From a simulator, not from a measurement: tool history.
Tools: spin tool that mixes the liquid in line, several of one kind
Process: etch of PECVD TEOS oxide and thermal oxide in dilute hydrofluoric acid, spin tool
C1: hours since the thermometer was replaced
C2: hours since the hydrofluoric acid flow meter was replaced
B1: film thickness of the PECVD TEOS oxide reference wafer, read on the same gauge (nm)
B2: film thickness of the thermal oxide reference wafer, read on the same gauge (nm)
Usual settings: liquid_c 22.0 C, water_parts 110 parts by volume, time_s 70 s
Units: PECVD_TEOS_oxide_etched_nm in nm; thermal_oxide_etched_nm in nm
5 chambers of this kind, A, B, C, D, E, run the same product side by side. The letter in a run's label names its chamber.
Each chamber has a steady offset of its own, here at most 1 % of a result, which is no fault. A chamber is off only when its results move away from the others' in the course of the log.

run 1C hour=2.7 | liquid_c=22.0 water_parts=110 time_s=70 | C1=1866.0 C2=1491.2 | B1=130.02 B2=60.021 | PECVD_TEOS_oxide_etched_nm=7.0121 thermal_oxide_etched_nm=2.7762
run 2B hour=4.8 | liquid_c=22.0 water_parts=110 time_s=70 | C1=1283.6 C2=154.6 | B1=129.96 B2=59.939 | PECVD_TEOS_oxide_etched_nm=6.8909 thermal_oxide_etched_nm=2.7689
run 3D hour=9.1 | liquid_c=22.0 water_parts=110 time_s=70 | C1=728.3 C2=1050.1 | B1=130.00 B2=60.013 | PECVD_TEOS_oxide_etched_nm=6.9652 thermal_oxide_etched_nm=2.7743
run 4E hour=13.6 | liquid_c=22.0 water_parts=110 time_s=70 | C1=558.5 C2=1572.5 | B1=130.00 B2=59.988 | PECVD_TEOS_oxide_etched_nm=6.9736 thermal_oxide_etched_nm=2.8051
run 5A hour=16.2 | liquid_c=22.0 water_parts=110 time_s=70 | C1=1201.4 C2=1297.4 | B1=129.99 B2=60.013 | PECVD_TEOS_oxide_etched_nm=6.9756 thermal_oxide_etched_nm=2.8135
run 6D hour=19.4 | liquid_c=22.0 water_parts=110 time_s=70 | C1=738.6 C2=1060.4 | B1=130.01 B2=60.004 | PECVD_TEOS_oxide_etched_nm=6.8992 thermal_oxide_etched_nm=2.7805
run 7C hour=23.1 | liquid_c=22.0 water_parts=110 time_s=70 | C1=1886.4 C2=1511.6 | B1=129.97 B2=60.025 | PECVD_TEOS_oxide_etched_nm=6.8932 thermal_oxide_etched_nm=2.7697
-- hour=25.9 chamber A: hydrofluoric acid flow meter replaced
run 8B hour=27.0 | liquid_c=22.0 water_parts=110 time_s=70 | C1=1305.8 C2=176.8 | B1=129.99 B2=60.021 | PECVD_TEOS_oxide_etched_nm=6.9113 thermal_oxide_etched_nm=2.8171
run 9E hour=30.8 | liquid_c=22.0 water_parts=110 time_s=70 | C1=575.7 C2=1589.7 | B1=130.01 B2=60.010 | PECVD_TEOS_oxide_etched_nm=6.9266 thermal_oxide_etched_nm=2.7602
run 10A hour=34.2 | liquid_c=22.0 water_parts=110 time_s=70 | C1=1219.4 C2=8.4 | B1=130.01 B2=60.015 | PECVD_TEOS_oxide_etched_nm=7.0188 thermal_oxide_etched_nm=2.7959
run 11A hour=37.3 | liquid_c=22.0 water_parts=110 time_s=70 | C1=1222.5 C2=11.5 | B1=129.98 B2=60.005 | PECVD_TEOS_oxide_etched_nm=6.9521 thermal_oxide_etched_nm=2.8070
run 12B hour=40.1 | liquid_c=22.0 water_parts=110 time_s=70 | C1=1318.9 C2=189.9 | B1=130.01 B2=59.986 | PECVD_TEOS_oxide_etched_nm=6.8962 thermal_oxide_etched_nm=2.8021
run 13E hour=43.3 | liquid_c=22.0 water_parts=110 time_s=70 | C1=588.2 C2=1602.2 | B1=129.99 B2=59.978 | PECVD_TEOS_oxide_etched_nm=6.9214 thermal_oxide_etched_nm=2.8041
run 14C hour=46.3 | liquid_c=22.0 water_parts=110 time_s=70 | C1=1909.6 C2=1534.8 | B1=129.98 B2=59.988 | PECVD_TEOS_oxide_etched_nm=6.9862 thermal_oxide_etched_nm=2.7759
run 15D hour=49.9 | liquid_c=22.0 water_parts=110 time_s=70 | C1=769.1 C2=1090.9 | B1=130.04 B2=59.986 | PECVD_TEOS_oxide_etched_nm=6.9328 thermal_oxide_etched_nm=2.8126
run 16B hour=52.1 | liquid_c=22.0 water_parts=110 time_s=70 | C1=1330.9 C2=201.9 | B1=130.00 B2=59.988 | PECVD_TEOS_oxide_etched_nm=6.9191 thermal_oxide_etched_nm=2.7798
run 17A hour=55.1 | liquid_c=22.0 water_parts=110 time_s=70 | C1=1240.3 C2=29.3 | B1=130.02 B2=59.994 | PECVD_TEOS_oxide_etched_nm=7.0336 thermal_oxide_etched_nm=2.7468
run 18C hour=58.7 | liquid_c=24.5 water_parts=110 time_s=70 | C1=1922.0 C2=1547.2 | B1=130.00 B2=60.014 | PECVD_TEOS_oxide_etched_nm=7.6910 thermal_oxide_etched_nm=3.0750
run 19E hour=61.9 | liquid_c=24.5 water_parts=110 time_s=70 | C1=606.8 C2=1620.8 | B1=130.03 B2=60.042 | PECVD_TEOS_oxide_etched_nm=7.6497 thermal_oxide_etched_nm=3.1054
run 20D hour=65.4 | liquid_c=24.5 water_parts=110 time_s=70 | C1=784.6 C2=1106.4 | B1=129.93 B2=60.016 | PECVD_TEOS_oxide_etched_nm=7.6519 thermal_oxide_etched_nm=3.1212
run 21A hour=67.5 | liquid_c=24.5 water_parts=110 time_s=70 | C1=1252.7 C2=41.7 | B1=129.99 B2=60.015 | PECVD_TEOS_oxide_etched_nm=7.7220 thermal_oxide_etched_nm=3.0676
-- hour=69.8 chamber D: hydrofluoric acid flow meter replaced
run 22B hour=71.3 | liquid_c=24.5 water_parts=110 time_s=70 | C1=1350.1 C2=221.1 | B1=129.99 B2=60.017 | PECVD_TEOS_oxide_etched_nm=7.5771 thermal_oxide_etched_nm=3.0772
run 23D hour=74.0 | liquid_c=22.0 water_parts=110 time_s=70 | C1=793.2 C2=4.3 | B1=130.01 B2=60.001 | PECVD_TEOS_oxide_etched_nm=6.9054 thermal_oxide_etched_nm=2.7908
run 24C hour=76.6 | liquid_c=22.0 water_parts=110 time_s=70 | C1=1939.9 C2=1565.1 | B1=129.99 B2=60.003 | PECVD_TEOS_oxide_etched_nm=6.9385 thermal_oxide_etched_nm=2.7869
run 25E hour=78.8 | liquid_c=22.0 water_parts=110 time_s=70 | C1=623.7 C2=1637.7 | B1=129.99 B2=60.032 | PECVD_TEOS_oxide_etched_nm=6.9629 thermal_oxide_etched_nm=2.7573
run 26D hour=81.3 | liquid_c=18.5 water_parts=60 time_s=70 | C1=800.5 C2=11.6 | B1=129.97 B2=59.996 | PECVD_TEOS_oxide_etched_nm=11.7080 thermal_oxide_etched_nm=4.7677
run 27C hour=84.9 | liquid_c=18.5 water_parts=60 time_s=70 | C1=1948.2 C2=1573.4 | B1=130.00 B2=59.983 | PECVD_TEOS_oxide_etched_nm=11.7480 thermal_oxide_etched_nm=4.7171
run 28A hour=87.4 | liquid_c=18.5 water_parts=60 time_s=70 | C1=1272.6 C2=61.6 | B1=130.01 B2=59.954 | PECVD_TEOS_oxide_etched_nm=11.7310 thermal_oxide_etched_nm=4.6775
run 29B hour=89.4 | liquid_c=18.5 water_parts=60 time_s=70 | C1=1368.2 C2=239.2 | B1=130.03 B2=59.987 | PECVD_TEOS_oxide_etched_nm=11.4850 thermal_oxide_etched_nm=4.6503
run 30E hour=93.8 | liquid_c=18.5 water_parts=60 time_s=70 | C1=638.7 C2=1652.7 | B1=130.01 B2=59.991 | PECVD_TEOS_oxide_etched_nm=11.7250 thermal_oxide_etched_nm=4.7169
-- hour=94.7 chamber B: thermometer replaced
run 31B hour=97.1 | liquid_c=22.0 water_parts=110 time_s=70 | C1=2.4 C2=246.9 | B1=129.97 B2=60.033 | PECVD_TEOS_oxide_etched_nm=6.8484 thermal_oxide_etched_nm=2.7666
run 32D hour=99.5 | liquid_c=22.0 water_parts=110 time_s=70 | C1=818.7 C2=29.8 | B1=130.02 B2=60.012 | PECVD_TEOS_oxide_etched_nm=6.9305 thermal_oxide_etched_nm=2.8037
run 33A hour=101.4 | liquid_c=20.5 water_parts=110 time_s=70 | C1=1286.6 C2=75.6 | B1=129.98 B2=59.958 | PECVD_TEOS_oxide_etched_nm=6.5308 thermal_oxide_etched_nm=2.6330
run 34E hour=105.1 | liquid_c=20.5 water_parts=110 time_s=70 | C1=650.0 C2=1664.0 | B1=130.00 B2=59.992 | PECVD_TEOS_oxide_etched_nm=6.4862 thermal_oxide_etched_nm=2.6126
run 35C hour=107.8 | liquid_c=20.5 water_parts=110 time_s=70 | C1=1971.1 C2=1596.3 | B1=130.04 B2=59.971 | PECVD_TEOS_oxide_etched_nm=6.5145 thermal_oxide_etched_nm=2.6432
run 36B hour=109.9 | liquid_c=20.5 water_parts=110 time_s=70 | C1=15.2 C2=259.7 | B1=129.99 B2=59.980 | PECVD_TEOS_oxide_etched_nm=6.4487 thermal_oxide_etched_nm=2.6073
run 37A hour=114.0 | liquid_c=20.5 water_parts=110 time_s=70 | C1=1299.2 C2=88.2 | B1=130.00 B2=59.998 | PECVD_TEOS_oxide_etched_nm=6.5919 thermal_oxide_etched_nm=2.6245
run 38D hour=118.3 | liquid_c=22.0 water_parts=110 time_s=70 | C1=837.5 C2=48.6 | B1=129.96 B2=60.022 | PECVD_TEOS_oxide_etched_nm=6.8950 thermal_oxide_etched_nm=2.7676
run 39E hour=120.5 | liquid_c=22.0 water_parts=110 time_s=70 | C1=665.4 C2=1679.4 | B1=130.01 B2=60.002 | PECVD_TEOS_oxide_etched_nm=6.9711 thermal_oxide_etched_nm=2.8134
run 40C hour=124.8 | liquid_c=22.0 water_parts=110 time_s=70 | C1=1988.1 C2=1613.3 | B1=129.96 B2=60.012 | PECVD_TEOS_oxide_etched_nm=6.9664 thermal_oxide_etched_nm=2.7609
run 41E hour=128.6 | liquid_c=22.0 water_parts=135 time_s=70 | C1=673.5 C2=1687.5 | B1=130.00 B2=59.985 | PECVD_TEOS_oxide_etched_nm=5.4739 thermal_oxide_etched_nm=2.2227

Is one chamber off against the others, does the gauge drift, or is nothing wrong? If a chamber is off, say which, and what the likeliest cause is.

No chamber stands off beyond its own small offset, and the gauge holds steady.
